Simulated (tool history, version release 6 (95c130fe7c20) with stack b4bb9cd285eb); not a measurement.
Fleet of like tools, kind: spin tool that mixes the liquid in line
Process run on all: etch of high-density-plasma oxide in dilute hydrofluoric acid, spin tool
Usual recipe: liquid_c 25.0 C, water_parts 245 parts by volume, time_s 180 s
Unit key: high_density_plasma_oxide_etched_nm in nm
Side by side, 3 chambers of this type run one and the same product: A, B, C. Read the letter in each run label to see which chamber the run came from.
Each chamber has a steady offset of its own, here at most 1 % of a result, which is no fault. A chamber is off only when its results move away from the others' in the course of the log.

run   hour  liquid_c  water_parts  time_s  hours since the thermometer was replaced  hours since the hydrofluoric acid flow meter was replaced  read-back film thickness of the high-density-plasma oxide reference wafer, read on the same gauge (nm)  high_density_plasma_oxide_etched_nm
 1B    3.7      25.0          245     180                                     997.9                                                      116.3                                                                                                 100.020                               3.9768
 2C    7.4      25.0          245     180                                     831.9                                                      923.4                                                                                                  99.993                               3.9842
 3A   12.1      25.0          245     180                                    1161.2                                                      752.1                                                                                                 100.010                               4.0395
 4A   16.1      25.0          245     180                                    1165.2                                                      756.1                                                                                                 100.000                               4.0522
 5C   19.2      28.0          245     270                                     843.7                                                      935.2                                                                                                  99.994                               6.5630
 6B   23.2      28.0          245     270                                    1017.4                                                      135.8                                                                                                 100.000                               6.5964
      25.3  -- chamber B: thermometer replaced
 7C   28.0      28.0          245     270                                     852.5                                                      944.0                                                                                                 100.000                               6.6015
 8A   31.5      27.5          245     270                                    1180.6                                                      771.5                                                                                                  99.998                               6.4269
 9B   34.2      27.5          245     270                                       9.0                                                      146.8                                                                                                 100.010                               6.6097
10B   39.2      27.5          245     270                                      14.0                                                      151.8                                                                                                 100.000                               6.5557
11A   44.3      25.0          245     180                                    1193.4                                                      784.3                                                                                                  99.991                               3.9445
12C   47.2      25.0          245     180                                     871.7                                                      963.2                                                                                                 100.000                               4.0001
13B   50.2      25.0          245     180                                      25.0                                                      162.8                                                                                                  99.995                               3.9657
14A   54.0      29.0          245     180                                    1203.1                                                      794.0                                                                                                  99.991                               4.4250
15C   58.1      29.0          245     180                                     882.6                                                      974.1                                                                                                  99.987                               4.5815
16B   61.7      29.0          245     180                                      36.5                                                      174.3                                                                                                  99.988                               4.6483
17C   64.7      25.0          245     180                                     889.2                                                      980.7                                                                                                 100.010                               3.9323
18A   67.8      25.0          245     180                                    1216.9                                                      807.8                                                                                                  99.988                               3.8723
19C   71.2      25.0          290     180                                     895.7                                                      987.2                                                                                                 100.010                               3.2666
20B   74.9      25.0          290     180                                      49.7                                                      187.5                                                                                                 100.010                               3.1498
21A   78.7      25.0          290     180                                    1227.8                                                      818.7                                                                                                  99.990                               3.0475
22A   83.2      25.0          245     180                                    1232.3                                                      823.2                                                                                                 100.020                               3.8231
23C   87.0      25.0          245     180                                     911.5                                                     1003.0                                                                                                  99.991                               3.9807
24B   91.8      25.0          205     125                                      66.6                                                      204.4                                                                                                 100.000                               3.4511
25B   95.8      25.0          205     125                                      70.6                                                      208.4                                                                                                 100.000                               3.4361
26C   99.5      25.0          205     125                                     924.0                                                     1015.5                                                                                                  99.992                               3.4022
27A  103.6      25.0          245     180                                    1252.7                                                      843.6                                                                                                 100.010                               3.7357
28A  108.7      25.0          245     180                                    1257.8                                                      848.7                                                                                                  99.998                               3.7397
29C  113.0      25.0          135     125                                     937.5                                                     1029.0                                                                                                  99.991                               5.7257
30B  116.7      25.0          135     125                                      91.5                                                      229.3                                                                                                  99.997                               5.6829

Predict what each chamber gives when all 3 of them run the settings below next.
31A  120.5      22.5          245     180                                                                                                                                                                                                                                                 ?
31B  120.5      22.5          245     180                                                                                                                                                                                                                                                 ?
31C  120.5      22.5          245     180                                                                                                                                                                                                                                                 ?

run  high_density_plasma_oxide_etched_nm
31A                               3.3417
31B                               3.6130
31C                               3.5860

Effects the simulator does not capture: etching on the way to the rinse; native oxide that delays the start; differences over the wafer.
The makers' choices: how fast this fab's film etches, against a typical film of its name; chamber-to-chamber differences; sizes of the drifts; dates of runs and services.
